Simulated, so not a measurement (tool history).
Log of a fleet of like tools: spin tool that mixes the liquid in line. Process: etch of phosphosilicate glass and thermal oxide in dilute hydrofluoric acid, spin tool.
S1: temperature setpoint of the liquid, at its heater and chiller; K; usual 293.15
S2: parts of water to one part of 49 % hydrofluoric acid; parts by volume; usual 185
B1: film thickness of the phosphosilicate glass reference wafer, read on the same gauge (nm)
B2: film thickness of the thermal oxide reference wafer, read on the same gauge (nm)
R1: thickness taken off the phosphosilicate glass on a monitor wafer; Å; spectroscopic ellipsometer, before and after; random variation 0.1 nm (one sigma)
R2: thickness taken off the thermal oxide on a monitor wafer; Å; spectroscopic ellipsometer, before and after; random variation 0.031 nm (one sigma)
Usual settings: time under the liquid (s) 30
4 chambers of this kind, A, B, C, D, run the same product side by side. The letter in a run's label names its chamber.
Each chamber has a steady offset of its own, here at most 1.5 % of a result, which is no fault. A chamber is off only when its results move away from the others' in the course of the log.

run 1B hour=12.3 | S1=293.15 S2=185 time_under_the_liquid_(s)=30 | B1=130.02 B2=99.991 | R1=205.22 R2=6.0906
run 2D hour=24.8 | S1=293.15 S2=185 time_under_the_liquid_(s)=30 | B1=130 B2=99.997 | R1=204.95 R2=6.7742
run 3C hour=36.4 | S1=293.15 S2=185 time_under_the_liquid_(s)=30 | B1=130.01 B2=99.973 | R1=206.9 R2=5.7766
run 4A hour=50.6 | S1=293.15 S2=185 time_under_the_liquid_(s)=30 | B1=129.97 B2=100 | R1=204.88 R2=5.7819
run 5C hour=57.8 | S1=293.15 S2=185 time_under_the_liquid_(s)=30 | B1=130 B2=99.991 | R1=209.4 R2=7.0505
run 6B hour=66.5 | S1=293.15 S2=185 time_under_the_liquid_(s)=30 | B1=129.99 B2=99.992 | R1=205.82 R2=6.639
run 7D hour=75.9 | S1=293.15 S2=185 time_under_the_liquid_(s)=30 | B1=130 B2=100 | R1=203.37 R2=6.2933
run 8A hour=87.4 | S1=293.15 S2=185 time_under_the_liquid_(s)=30 | B1=130 B2=99.999 | R1=204.15 R2=6.0426
run 9C hour=97.9 | S1=293.15 S2=260 time_under_the_liquid_(s)=30 | B1=130.02 B2=99.993 | R1=138.17 R2=3.8301
run 10D hour=105.6 | S1=293.15 S2=260 time_under_the_liquid_(s)=30 | B1=129.97 B2=99.992 | R1=133.81 R2=4.0889
run 11A hour=113 | S1=293.15 S2=260 time_under_the_liquid_(s)=30 | B1=130 B2=99.98 | R1=135.2 R2=3.9053
run 12B hour=124.2 | S1=293.15 S2=260 time_under_the_liquid_(s)=30 | B1=129.99 B2=99.957 | R1=135.24 R2=4.072
run 13B hour=138.7 | S1=293.15 S2=185 time_under_the_liquid_(s)=30 | B1=129.99 B2=99.982 | R1=206.07 R2=6.0738
run 14A hour=147 | S1=293.15 S2=185 time_under_the_liquid_(s)=30 | B1=130 B2=99.977 | R1=203.52 R2=6.2784
run 15D hour=156.6 | S1=293.15 S2=185 time_under_the_liquid_(s)=30 | B1=130 B2=100 | R1=204.68 R2=6.4846
run 16C hour=164.5 | S1=293.15 S2=185 time_under_the_liquid_(s)=30 | B1=129.98 B2=100 | R1=207.85 R2=6.0364
run 17A hour=172.5 | S1=293.15 S2=185 time_under_the_liquid_(s)=30 | B1=130 B2=99.979 | R1=204.04 R2=6.5169
run 18D hour=186.5 | S1=293.15 S2=185 time_under_the_liquid_(s)=30 | B1=130.01 B2=99.986 | R1=204.94 R2=5.8647
run 19B hour=200.2 | S1=293.15 S2=185 time_under_the_liquid_(s)=30 | B1=130.01 B2=100.02 | R1=206.37 R2=6.6125
run 20C hour=207.3 | S1=293.15 S2=185 time_under_the_liquid_(s)=30 | B1=130.01 B2=100.02 | R1=206.59 R2=6.2048
run 21C hour=220.7 | S1=293.15 S2=185 time_under_the_liquid_(s)=30 | B1=129.99 B2=100.02 | R1=209.81 R2=6.3108
run 22A hour=227.6 | S1=293.15 S2=185 time_under_the_liquid_(s)=30 | B1=130 B2=100.03 | R1=205.9 R2=6.4823
run 23B hour=239.5 | S1=293.15 S2=185 time_under_the_liquid_(s)=30 | B1=129.99 B2=99.971 | R1=206.89 R2=6.6877
run 24D hour=249.5 | S1=293.15 S2=185 time_under_the_liquid_(s)=30 | B1=129.98 B2=99.986 | R1=204.51 R2=6.0028
run 25B hour=257.7 | S1=293.15 S2=185 time_under_the_liquid_(s)=30 | B1=130 B2=100.01 | R1=206.61 R2=6.4508
run 26D hour=271.1 | S1=293.15 S2=185 time_under_the_liquid_(s)=45 | B1=130 B2=99.993 | R1=306.48 R2=9.8042
run 27A hour=283 | S1=293.15 S2=185 time_under_the_liquid_(s)=45 | B1=129.99 B2=99.985 | R1=311.5 R2=8.9568

Next, every chamber runs the same settings. What will each give?
run 28A hour=294 | S1=293.15 S2=185 time_under_the_liquid_(s)=30 | R1=? R2=?
run 28B hour=294 | S1=293.15 S2=185 time_under_the_liquid_(s)=30 | R1=? R2=?
run 28C hour=294 | S1=293.15 S2=185 time_under_the_liquid_(s)=30 | R1=? R2=?
run 28D hour=294 | S1=293.15 S2=185 time_under_the_liquid_(s)=30 | R1=? R2=?

run=28A R1=206.9 R2=6.5736
run=28B R1=205.36 R2=6.2545
run=28C R1=208.71 R2=6.2731
run=28D R1=205.2 R2=6.1326
